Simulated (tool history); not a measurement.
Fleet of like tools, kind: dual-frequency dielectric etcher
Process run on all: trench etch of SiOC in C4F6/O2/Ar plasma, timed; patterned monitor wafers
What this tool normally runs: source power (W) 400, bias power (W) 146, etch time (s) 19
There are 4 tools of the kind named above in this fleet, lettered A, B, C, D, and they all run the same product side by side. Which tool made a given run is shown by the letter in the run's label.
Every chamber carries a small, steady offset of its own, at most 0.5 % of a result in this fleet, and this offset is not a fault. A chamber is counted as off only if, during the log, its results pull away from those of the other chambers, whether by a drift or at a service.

run,hour,source power (W),bias power (W),etch time (s),"read-back reference wafer on the same gauge, depth_nm",mean etch depth across the wafer (Å)
1A,15.5,400,146,19,42.432,370.15
# hour 25.4: chamber D: wet clean of the chamber
2C,27.5,400,146,19,42.367,369.24
3D,37.2,400,146,19,42.427,370.79
4B,48.3,400,146,19,42.418,372.35
5B,56.2,400,146,19,42.385,366.37
6D,65.4,400,146,19,42.42,372.81
7A,80.5,490,146,17,42.386,359.83
8C,94.3,490,146,17,42.399,358.24
9D,109.5,490,146,17,42.423,358.71
10A,123.3,490,146,17,42.4,355.32
11C,137.2,400,146,19,42.388,370.02
12B,149.7,400,146,19,42.399,370.46
13D,164.5,400,146,19,42.393,372.56
14C,171.6,400,146,23,42.42,447.7
15A,184.9,400,146,23,42.392,450.44
16B,197,400,146,23,42.42,445.88
17C,204.7,400,146,23,42.339,450.88
18D,214.6,400,146,19,42.391,369.52
19B,229.4,400,146,19,42.404,370.13
20A,237,400,146,19,42.409,370.41
21D,252.9,330,146,19,42.4,343.51
22C,260.1,330,146,19,42.415,347.64
23A,268.7,330,146,19,42.437,342.04
24B,276.8,330,146,19,42.383,342.15
25C,292.6,400,146,19,42.404,375.19
26B,301,400,164,16.5,42.371,332.91
27D,309.2,400,164,16.5,42.395,334.13
28A,321,400,164,16.5,42.414,334.39
# hour 324.8: chamber A: wet clean of the chamber
29B,336.1,400,164,16.5,42.399,332.85
30A,346.2,400,111,16.5,42.448,295.56
31D,354.9,400,111,16.5,42.403,299.39
32C,369.1,400,111,16.5,42.395,304.27
33B,380.4,400,111,16.5,42.42,296.69
34A,392.6,400,146,19,42.429,370

Is one chamber off against the others, does the gauge drift, or is nothing wrong? If a chamber is off, say which, and what the likeliest cause is.

It is chamber C that slowly wanders off from its peers.
Most likely cause: etch rate over this chamber's usual, % = 3.24.

Below are 4 candidate recipes for chamber C's next run, each the usual settings with a change, their results shown as question marks. Which of them brings C's results back in line with what the other chambers give on the usual settings?
Counts as in line when no further than this from what the other chambers average on the usual settings: mean etch depth across the wafer (Å) 4.5
35C-1,404,400,142,19,,?
35C-2,404,400,150,19,,?
35C-3,404,400,146,18.5,,?
35C-4,404,400,146,19.5,,?

Other chambers, usual settings, mean: mean etch depth across the wafer (Å) 369.88
run,mean etch depth across the wafer (Å)
35C-1,378.13
35C-2,384.52
35C-3,371.31
35C-4,391.38
35C-3 puts the chamber back in line with the other chambers.

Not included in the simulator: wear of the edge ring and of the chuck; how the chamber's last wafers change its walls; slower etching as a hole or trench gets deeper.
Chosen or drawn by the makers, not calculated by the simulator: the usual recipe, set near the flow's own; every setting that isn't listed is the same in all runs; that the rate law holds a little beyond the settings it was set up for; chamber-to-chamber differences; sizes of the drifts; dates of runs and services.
